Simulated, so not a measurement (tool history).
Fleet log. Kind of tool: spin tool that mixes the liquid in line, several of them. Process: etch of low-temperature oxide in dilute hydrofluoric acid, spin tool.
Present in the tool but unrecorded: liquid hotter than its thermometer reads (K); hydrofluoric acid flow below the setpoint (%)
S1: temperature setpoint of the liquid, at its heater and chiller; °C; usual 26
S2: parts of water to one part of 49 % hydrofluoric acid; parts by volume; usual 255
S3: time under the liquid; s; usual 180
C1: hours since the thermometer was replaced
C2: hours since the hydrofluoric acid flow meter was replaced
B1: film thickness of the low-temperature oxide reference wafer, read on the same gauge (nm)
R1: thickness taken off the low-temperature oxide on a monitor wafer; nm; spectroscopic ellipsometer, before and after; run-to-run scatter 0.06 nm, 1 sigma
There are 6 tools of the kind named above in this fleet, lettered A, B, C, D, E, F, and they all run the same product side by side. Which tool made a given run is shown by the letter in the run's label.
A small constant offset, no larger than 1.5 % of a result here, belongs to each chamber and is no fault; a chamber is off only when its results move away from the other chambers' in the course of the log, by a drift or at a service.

At hour 7.1: chamber B: hydrofluoric acid flow meter replaced.
Run 1F, hour 10.2: usual settings; C1 1040.7; C2 413.7; B1 50.024. Result: R1 6.7964 nm.
Run 2E, hour 17.1: usual settings; C1 36.9; C2 774.8; B1 50.032. Result: R1 6.8511 nm.
Run 3B, hour 27.5: usual settings; C1 976.7; C2 20.4; B1 50.043. Result: R1 6.8779 nm.
Run 4D, hour 35.2: usual settings; C1 632.8; C2 138.5; B1 50.007. Result: R1 6.8445 nm.
Run 5C, hour 41.3: usual settings; C1 895.2; C2 296.7; B1 50.001. Result: R1 6.6999 nm.
Run 6A, hour 47: usual settings; C1 1747.7; C2 1732.3; B1 50.004. Result: R1 6.9068 nm.
Run 7C, hour 53: usual settings; C1 906.9; C2 308.4; B1 49.994. Result: R1 6.7303 nm.
Run 8E, hour 61.9: usual settings; C1 81.7; C2 819.6; B1 49.976. Result: R1 6.8116 nm.
Run 9A, hour 71: usual settings but S3 140 s; C1 1771.7; C2 1756.3; B1 49.96. Result: R1 5.3455 nm.
Run 10D, hour 77.9: usual settings but S3 140 s; C1 675.5; C2 181.2; B1 50.02. Result: R1 5.3909 nm.
Run 11B, hour 85.8: usual settings but S3 140 s; C1 1035; C2 78.7; B1 50.028. Result: R1 5.2627 nm.
Run 12F, hour 94.7: usual settings but S3 140 s; C1 1125.2; C2 498.2; B1 50.009. Result: R1 5.3244 nm.
Run 13F, hour 101.7: usual settings but S3 140 s; C1 1132.2; C2 505.2; B1 50.033. Result: R1 5.2434 nm.
Run 14C, hour 112.9: usual settings but S3 140 s; C1 966.8; C2 368.3; B1 49.976. Result: R1 5.2868 nm.
At hour 113.4: chamber B: thermometer replaced.
Run 15D, hour 119.4: usual settings; C1 717; C2 222.7; B1 49.997. Result: R1 6.8053 nm.
Run 16A, hour 129.9: usual settings; C1 1830.6; C2 1815.2; B1 49.976. Result: R1 6.7744 nm.
Run 17B, hour 135.9: usual settings; C1 22.6; C2 128.8; B1 50.018. Result: R1 6.7429 nm.
Run 18E, hour 144.6: usual settings; C1 164.4; C2 902.3; B1 50.031. Result: R1 6.8572 nm.
At hour 145: chamber F: hydrofluoric acid flow meter replaced.
Run 19C, hour 155.3: usual settings; C1 1009.2; C2 410.7; B1 50.007. Result: R1 6.762 nm.
Run 20E, hour 166.2: usual settings; C1 186; C2 923.9; B1 49.972. Result: R1 6.8008 nm.
Run 21F, hour 172.5: usual settings; C1 1203; C2 27.6; B1 49.991. Result: R1 6.8208 nm.
Run 22A, hour 178.6: usual settings; C1 1879.3; C2 1863.9; B1 50.039. Result: R1 6.7811 nm.
Run 23D, hour 189.6: usual settings; C1 787.2; C2 292.9; B1 50.016. Result: R1 6.8801 nm.
Run 24B, hour 194.7: usual settings; C1 81.4; C2 187.6; B1 49.957. Result: R1 6.7029 nm.
Run 25A, hour 204.5: usual settings; C1 1905.2; C2 1889.8; B1 49.968. Result: R1 6.8082 nm.
Run 26F, hour 213.8: usual settings; C1 1244.3; C2 68.9; B1 50.009. Result: R1 6.8057 nm.
Run 27B, hour 221.3: usual settings; C1 108; C2 214.2; B1 50.017. Result: R1 6.702 nm.
Run 28E, hour 229: usual settings; C1 248.8; C2 986.7; B1 49.981. Result: R1 6.8312 nm.
Run 29D, hour 240.3: usual settings; C1 837.9; C2 343.6; B1 49.978. Result: R1 6.8203 nm.
At hour 243.5: chamber F: thermometer replaced.
Run 30C, hour 250.8: usual settings; C1 1104.7; C2 506.2; B1 49.975. Result: R1 6.8398 nm.
Run 31F, hour 256.2: usual settings; C1 12.8; C2 111.3; B1 50.032. Result: R1 6.8194 nm.
Run 32B, hour 265.6: usual settings; C1 152.3; C2 258.5; B1 49.97. Result: R1 6.6401 nm.
Run 33E, hour 273: usual settings but S3 85 s; C1 292.8; C2 1030.7; B1 49.978. Result: R1 3.1977 nm.
Run 34D, hour 282.3: usual settings but S3 85 s; C1 879.9; C2 385.6; B1 49.983. Result: R1 3.2601 nm.
Run 35C, hour 291.7: usual settings but S3 85 s; C1 1145.6; C2 547.1; B1 49.987. Result: R1 3.1926 nm.
Run 36A, hour 302.7: usual settings but S3 85 s; C1 2003.4; C2 1988; B1 49.983. Result: R1 3.238 nm.
Run 37E, hour 309.1: usual settings but S3 85 s; C1 328.9; C2 1066.8; B1 49.955. Result: R1 3.2147 nm.
At hour 314.1: chamber A: thermometer replaced.
Run 38A, hour 316.6: usual settings but S3 85 s; C1 2.5; C2 2001.9; B1 50.012. Result: R1 3.1836 nm.
Run 39C, hour 322.9: usual settings; C1 1176.8; C2 578.3; B1 49.991. Result: R1 6.7586 nm.
Run 40F, hour 331.3: usual settings; C1 87.9; C2 186.4; B1 50.002. Result: R1 6.8064 nm.
Run 41B, hour 341.1: usual settings; C1 227.8; C2 334; B1 50.002. Result: R1 6.7203 nm.

Decide between three cases: one chamber stands off from its peers, the gauge reading all wafers drifts, or nothing is wrong past each chamber's small offset. Where a chamber is off, say which and what most likely put it there.

No chamber stands off beyond its own small offset, and the gauge holds steady.
